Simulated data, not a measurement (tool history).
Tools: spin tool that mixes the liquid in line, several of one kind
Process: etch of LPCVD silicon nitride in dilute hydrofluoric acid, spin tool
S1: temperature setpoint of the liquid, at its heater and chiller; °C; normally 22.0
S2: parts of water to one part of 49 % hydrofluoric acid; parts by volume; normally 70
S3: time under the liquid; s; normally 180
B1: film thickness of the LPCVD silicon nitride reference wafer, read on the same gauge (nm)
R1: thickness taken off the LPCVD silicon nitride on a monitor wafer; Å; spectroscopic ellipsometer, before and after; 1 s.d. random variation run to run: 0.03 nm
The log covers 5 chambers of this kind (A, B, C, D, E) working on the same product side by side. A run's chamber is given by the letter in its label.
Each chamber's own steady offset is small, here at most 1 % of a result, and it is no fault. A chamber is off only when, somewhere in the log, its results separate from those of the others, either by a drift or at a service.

Run 1C, hour 5.7: usual settings; B1 140.00. Result: R1 10.7250 Å.
Run 2A, hour 10.5: usual settings; B1 140.00. Result: R1 11.3650 Å.
Run 3D, hour 16.5: usual settings; B1 140.00. Result: R1 11.0700 Å.
Run 4E, hour 21.8: usual settings; B1 140.00. Result: R1 10.8530 Å.
Run 5B, hour 28.9: usual settings; B1 140.00. Result: R1 11.1350 Å.
Run 6B, hour 35.4: usual settings; B1 139.98. Result: R1 11.1680 Å.
Run 7D, hour 41.9: usual settings but S1 26.0 °C, S3 220 s; B1 140.00. Result: R1 17.8900 Å.
Run 8E, hour 46.8: usual settings but S1 26.0 °C, S3 220 s; B1 140.00. Result: R1 18.9580 Å.
Run 9A, hour 50.5: usual settings but S1 26.0 °C, S3 220 s; B1 140.01. Result: R1 18.1080 Å.
Run 10C, hour 57.4: usual settings but S1 26.0 °C, S3 220 s; B1 140.01. Result: R1 17.8900 Å.
Run 11C, hour 64.5: usual settings but S1 26.0 °C, S3 220 s; B1 139.99. Result: R1 18.3530 Å.
Run 12E, hour 68.4: usual settings but S1 18.0 °C, S2 95 parts by volume; B1 140.00. Result: R1 6.5255 Å.
Run 13B, hour 75.1: usual settings but S1 18.0 °C, S2 95 parts by volume; B1 140.01. Result: R1 6.2019 Å.
Run 14A, hour 80.2: usual settings but S1 18.0 °C, S2 95 parts by volume; B1 140.00. Result: R1 6.0640 Å.
Run 15D, hour 85.9: usual settings but S1 18.0 °C, S2 95 parts by volume; B1 140.01. Result: R1 6.5320 Å.
Run 16C, hour 92.5: usual settings but S1 18.0 °C, S2 95 parts by volume; B1 140.00. Result: R1 5.9485 Å.
At hour 94.3: chamber D: thermometer replaced.
Run 17A, hour 97.1: usual settings; B1 140.01. Result: R1 11.7940 Å.
Run 18E, hour 101.9: usual settings; B1 140.01. Result: R1 11.2780 Å.
Run 19B, hour 105.1: usual settings; B1 140.00. Result: R1 11.1300 Å.
Run 20D, hour 111.2: usual settings; B1 140.02. Result: R1 11.3040 Å.
Run 21C, hour 115.3: usual settings; B1 139.98. Result: R1 11.1130 Å.
Run 22B, hour 119.9: usual settings; B1 139.99. Result: R1 11.0800 Å.
Run 23E, hour 126.4: usual settings; B1 140.00. Result: R1 11.3060 Å.
Run 24A, hour 131.1: usual settings; B1 140.01. Result: R1 11.3990 Å.
Run 25D, hour 135.9: usual settings; B1 140.00. Result: R1 11.5420 Å.
Run 26B, hour 141.7: usual settings; B1 140.00. Result: R1 10.8650 Å.
Run 27C, hour 146.2: usual settings; B1 140.00. Result: R1 11.4150 Å.
Run 28D, hour 150.1: usual settings; B1 139.99. Result: R1 11.3010 Å.
Run 29A, hour 153.6: usual settings; B1 140.00. Result: R1 11.3840 Å.
Run 30E, hour 158.4: usual settings; B1 140.00. Result: R1 11.4990 Å.

All chambers now run identical settings, listed one chamber a line with results as question marks. What results will each chamber show?
Run 31A, hour 163.6: usual settings but S1 24.5 °C. Result: R1 ?.
Run 31B, hour 163.6: usual settings but S1 24.5 °C. Result: R1 ?.
Run 31C, hour 163.6: usual settings but S1 24.5 °C. Result: R1 ?.
Run 31D, hour 163.6: usual settings but S1 24.5 °C. Result: R1 ?.
Run 31E, hour 163.6: usual settings but S1 24.5 °C. Result: R1 ?.

run       R1
31A  13.1420
31B  12.6940
31C  13.1320
31D  13.3150
31E  12.7650
